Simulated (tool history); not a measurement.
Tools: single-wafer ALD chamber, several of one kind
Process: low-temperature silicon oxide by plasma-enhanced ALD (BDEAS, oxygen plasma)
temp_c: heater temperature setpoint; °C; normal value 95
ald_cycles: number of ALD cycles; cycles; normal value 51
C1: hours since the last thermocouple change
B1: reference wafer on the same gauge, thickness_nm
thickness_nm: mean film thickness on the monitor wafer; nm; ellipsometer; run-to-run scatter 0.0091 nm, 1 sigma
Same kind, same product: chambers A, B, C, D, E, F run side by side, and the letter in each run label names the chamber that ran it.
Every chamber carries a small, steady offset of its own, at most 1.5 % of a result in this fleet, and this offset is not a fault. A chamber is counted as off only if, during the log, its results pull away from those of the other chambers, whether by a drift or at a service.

{"run": "1A", "hour": 3.1, "temp_c": 95, "ald_cycles": 51, "C1": 1483.7, "B1": 6.0885, "thickness_nm": 7.4996}
{"run": "2C", "hour": 8.0, "temp_c": 95, "ald_cycles": 51, "C1": 1450.1, "B1": 6.0865, "thickness_nm": 7.4287}
{"run": "3E", "hour": 11.8, "temp_c": 95, "ald_cycles": 51, "C1": 167.7, "B1": 6.0874, "thickness_nm": 7.3597}
{"run": "4D", "hour": 17.6, "temp_c": 95, "ald_cycles": 51, "C1": 1437.5, "B1": 6.0854, "thickness_nm": 7.4206}
{"run": "5F", "hour": 22.5, "temp_c": 95, "ald_cycles": 51, "C1": 838.8, "B1": 6.086, "thickness_nm": 7.3953}
{"run": "6B", "hour": 25.1, "temp_c": 95, "ald_cycles": 51, "C1": 1947.9, "B1": 6.0858, "thickness_nm": 7.4554}
{"hour": 27.9, "done": "chamber C: thermocouple changed; heater temperature recalibrated"}
{"run": "7C", "hour": 28.5, "temp_c": 95, "ald_cycles": 51, "C1": 0.7, "B1": 6.0852, "thickness_nm": 7.4136}
{"run": "8F", "hour": 32.9, "temp_c": 81, "ald_cycles": 44, "C1": 849.2, "B1": 6.0837, "thickness_nm": 6.6904}
{"run": "9E", "hour": 37.3, "temp_c": 81, "ald_cycles": 44, "C1": 193.2, "B1": 6.0843, "thickness_nm": 6.6616}
{"run": "10D", "hour": 42.8, "temp_c": 81, "ald_cycles": 44, "C1": 1462.7, "B1": 6.082, "thickness_nm": 6.7286}
{"run": "11B", "hour": 45.8, "temp_c": 81, "ald_cycles": 44, "C1": 1968.6, "B1": 6.0825, "thickness_nm": 6.7585}
{"run": "12A", "hour": 50.4, "temp_c": 81, "ald_cycles": 44, "C1": 1531.0, "B1": 6.0812, "thickness_nm": 6.7732}
{"run": "13A", "hour": 55.2, "temp_c": 81, "ald_cycles": 44, "C1": 1535.8, "B1": 6.0821, "thickness_nm": 6.7779}
{"run": "14B", "hour": 58.3, "temp_c": 95, "ald_cycles": 51, "C1": 1981.1, "B1": 6.0786, "thickness_nm": 7.4608}
{"run": "15C", "hour": 61.0, "temp_c": 95, "ald_cycles": 51, "C1": 33.2, "B1": 6.0821, "thickness_nm": 7.406}
{"run": "16D", "hour": 65.2, "temp_c": 95, "ald_cycles": 51, "C1": 1485.1, "B1": 6.0805, "thickness_nm": 7.4112}
{"run": "17E", "hour": 70.1, "temp_c": 95, "ald_cycles": 51, "C1": 226.0, "B1": 6.0801, "thickness_nm": 7.3526}
{"run": "18F", "hour": 73.6, "temp_c": 95, "ald_cycles": 51, "C1": 889.9, "B1": 6.0767, "thickness_nm": 7.3897}
{"run": "19C", "hour": 78.8, "temp_c": 95, "ald_cycles": 51, "C1": 51.0, "B1": 6.0755, "thickness_nm": 7.3882}
{"run": "20F", "hour": 81.6, "temp_c": 95, "ald_cycles": 51, "C1": 897.9, "B1": 6.0743, "thickness_nm": 7.3787}
{"run": "21A", "hour": 84.2, "temp_c": 95, "ald_cycles": 51, "C1": 1564.8, "B1": 6.0744, "thickness_nm": 7.4689}
{"run": "22D", "hour": 87.8, "temp_c": 95, "ald_cycles": 51, "C1": 1507.7, "B1": 6.0736, "thickness_nm": 7.4329}
{"run": "23B", "hour": 91.9, "temp_c": 95, "ald_cycles": 51, "C1": 2014.7, "B1": 6.0736, "thickness_nm": 7.4457}
{"run": "24E", "hour": 97.0, "temp_c": 95, "ald_cycles": 51, "C1": 252.9, "B1": 6.0725, "thickness_nm": 7.3358}
{"run": "25E", "hour": 100.3, "temp_c": 95, "ald_cycles": 51, "C1": 256.2, "B1": 6.0731, "thickness_nm": 7.3561}
{"run": "26D", "hour": 103.9, "temp_c": 95, "ald_cycles": 51, "C1": 1523.8, "B1": 6.0708, "thickness_nm": 7.4041}
{"run": "27A", "hour": 108.4, "temp_c": 95, "ald_cycles": 51, "C1": 1589.0, "B1": 6.0695, "thickness_nm": 7.4906}
{"run": "28F", "hour": 113.9, "temp_c": 95, "ald_cycles": 51, "C1": 930.2, "B1": 6.0709, "thickness_nm": 7.3686}
{"run": "29B", "hour": 118.2, "temp_c": 95, "ald_cycles": 51, "C1": 2041.0, "B1": 6.0686, "thickness_nm": 7.4474}
{"run": "30C", "hour": 122.3, "temp_c": 95, "ald_cycles": 51, "C1": 94.5, "B1": 6.0691, "thickness_nm": 7.3929}
{"run": "31A", "hour": 128.1, "temp_c": 95, "ald_cycles": 51, "C1": 1608.7, "B1": 6.0663, "thickness_nm": 7.4746}
{"run": "32C", "hour": 133.8, "temp_c": 87, "ald_cycles": 59, "C1": 106.0, "B1": 6.0638, "thickness_nm": 8.7812}
{"run": "33F", "hour": 138.7, "temp_c": 87, "ald_cycles": 59, "C1": 955.0, "B1": 6.0652, "thickness_nm": 8.775}
{"run": "34E", "hour": 142.9, "temp_c": 87, "ald_cycles": 59, "C1": 298.8, "B1": 6.0652, "thickness_nm": 8.7272}
{"run": "35D", "hour": 148.6, "temp_c": 87, "ald_cycles": 59, "C1": 1568.5, "B1": 6.0646, "thickness_nm": 8.7783}
{"run": "36B", "hour": 152.9, "temp_c": 87, "ald_cycles": 59, "C1": 2075.7, "B1": 6.0635, "thickness_nm": 8.8439}
{"run": "37C", "hour": 156.0, "temp_c": 87, "ald_cycles": 59, "C1": 128.2, "B1": 6.0619, "thickness_nm": 8.7678}
{"run": "38E", "hour": 160.8, "temp_c": 95, "ald_cycles": 51, "C1": 316.7, "B1": 6.0616, "thickness_nm": 7.334}
{"hour": 163.5, "done": "chamber B: thermocouple changed; heater temperature recalibrated"}
{"run": "39F", "hour": 164.2, "temp_c": 95, "ald_cycles": 51, "C1": 980.5, "B1": 6.0623, "thickness_nm": 7.4005}
{"run": "40B", "hour": 170.0, "temp_c": 95, "ald_cycles": 51, "C1": 6.5, "B1": 6.0599, "thickness_nm": 7.4499}

One chamber off, gauge drift, or nothing amiss beyond the chambers' own small offsets? If it is a chamber, which one, and what is the likeliest cause?

None of the chambers is off. What moves is the gauge, dragging all their readings along together.
Most likely cause: gauge reads low (%) = 0.503.

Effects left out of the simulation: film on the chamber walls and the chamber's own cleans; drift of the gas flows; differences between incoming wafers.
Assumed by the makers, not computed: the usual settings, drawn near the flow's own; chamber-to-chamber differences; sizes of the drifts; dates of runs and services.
